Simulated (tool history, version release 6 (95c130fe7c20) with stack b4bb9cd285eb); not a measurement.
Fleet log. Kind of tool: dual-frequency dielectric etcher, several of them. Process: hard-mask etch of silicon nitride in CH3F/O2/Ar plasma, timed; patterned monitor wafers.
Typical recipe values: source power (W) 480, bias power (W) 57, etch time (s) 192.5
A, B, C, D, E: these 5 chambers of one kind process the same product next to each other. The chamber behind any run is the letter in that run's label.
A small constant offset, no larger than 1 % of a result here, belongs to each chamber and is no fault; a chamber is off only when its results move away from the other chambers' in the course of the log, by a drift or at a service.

run,hour,source power (W),bias power (W),etch time (s),hours since the last wet clean,hours since the last source power generator calibration,hours since the last bias power generator calibration,"read-back reference wafer on the same gauge, depth_nm",mean etch depth across the wafer (nm)
1A,7.3,480,57,192.5,182.4,155.7,3380.7,148.12,133.81
2E,11.2,480,57,192.5,78.0,2156.9,1982.6,148.04,132.51
3D,16.1,480,57,192.5,479.6,465.8,3104.7,148.04,132.02
# hour 19.3: chamber C: wet clean of the chamber
4C,20.7,480,57,192.5,1.4,1366.2,1679.0,147.89,134.55
5B,27.0,480,57,192.5,40.1,3362.8,5068.2,148.07,133.75
6A,34.3,480,57,192.5,209.4,182.7,3407.7,148.16,133.86
7E,39.5,480,57,192.5,106.3,2185.2,2010.9,148.01,132.14
8C,43.2,480,57,192.5,23.9,1388.7,1701.5,148.00,134.46
9D,47.9,480,57,192.5,511.4,497.6,3136.5,148.00,132.59
10B,53.9,480,57,192.5,67.0,3389.7,5095.1,148.06,133.30
11D,58.3,480,57,192.5,521.8,508.0,3146.9,147.94,132.40
12B,63.6,480,57,192.5,76.7,3399.4,5104.8,147.91,132.90
13A,67.0,480,57,192.5,242.1,215.4,3440.4,147.89,133.33
14E,71.5,480,65,192.5,138.3,2217.2,2042.9,147.92,137.80
15C,77.4,480,65,192.5,58.1,1422.9,1735.7,148.02,140.52
# hour 77.7: chamber D: wet clean of the chamber
16C,81.5,480,65,192.5,62.2,1427.0,1739.8,147.88,138.92
17B,85.4,480,65,192.5,98.5,3421.2,5126.6,148.04,139.77
18D,91.8,480,65,192.5,14.2,541.5,3180.4,148.13,133.77
19E,97.8,480,57,192.5,164.6,2243.5,2069.2,147.97,133.50
20A,103.9,480,46,238.5,279.0,252.3,3477.3,148.05,153.53
21B,110.0,480,46,238.5,123.1,3445.8,5151.2,147.96,154.41
22E,114.8,480,46,238.5,181.6,2260.5,2086.2,148.09,153.33
23A,118.8,480,46,238.5,293.9,267.2,3492.2,147.97,153.68
24D,125.7,480,46,238.5,48.1,575.4,3214.3,148.07,148.57
25C,130.0,480,57,192.5,110.7,1475.5,1788.3,148.11,134.21
26C,133.4,480,57,192.5,114.1,1478.9,1791.7,147.98,134.58
27E,137.8,480,57,192.5,204.6,2283.5,2109.2,147.99,132.57
28B,143.1,480,57,192.5,156.2,3478.9,5184.3,148.11,134.39
29A,146.7,480,57,192.5,321.8,295.1,3520.1,147.91,132.94
30D,150.0,480,57,192.5,72.4,599.7,3238.6,147.79,128.09
31C,156.8,480,57,192.5,137.5,1502.3,1815.1,148.01,134.26
32D,160.5,480,57,192.5,82.9,610.2,3249.1,148.11,128.80
33E,165.4,480,57,192.5,232.2,2311.1,2136.8,147.81,132.90
34B,170.1,480,57,192.5,183.2,3505.9,5211.3,147.98,133.80
# hour 176.6: chamber B: bias power generator calibrated
35A,177.3,480,57,192.5,352.4,325.7,3550.7,148.06,133.61
36A,182.6,480,57,192.5,357.7,331.0,3556.0,148.04,133.18
37E,187.7,480,57,192.5,254.5,2333.4,2159.1,147.96,132.96
38B,193.4,480,57,192.5,206.5,3529.2,16.9,148.22,133.84
39C,197.5,480,57,192.5,178.2,1543.0,1855.8,147.86,134.89
40D,201.2,380,57,192.5,123.6,650.9,3289.8,147.96,116.40
41B,208.2,380,57,192.5,221.3,3544.0,31.7,147.84,123.04
42C,212.5,380,57,192.5,193.2,1558.0,1870.8,148.03,122.63

Next, all 5 chambers run the settings below, one line each with question marks for the results. What does each chamber give?
43A,217.8,480,46,192.5,,,,,?
43B,217.8,480,46,192.5,,,,,?
43C,217.8,480,46,192.5,,,,,?
43D,217.8,480,46,192.5,,,,,?
43E,217.8,480,46,192.5,,,,,?

run,mean etch depth across the wafer (nm)
43A,125.55
43B,125.73
43C,125.70
43D,120.28
43E,124.81

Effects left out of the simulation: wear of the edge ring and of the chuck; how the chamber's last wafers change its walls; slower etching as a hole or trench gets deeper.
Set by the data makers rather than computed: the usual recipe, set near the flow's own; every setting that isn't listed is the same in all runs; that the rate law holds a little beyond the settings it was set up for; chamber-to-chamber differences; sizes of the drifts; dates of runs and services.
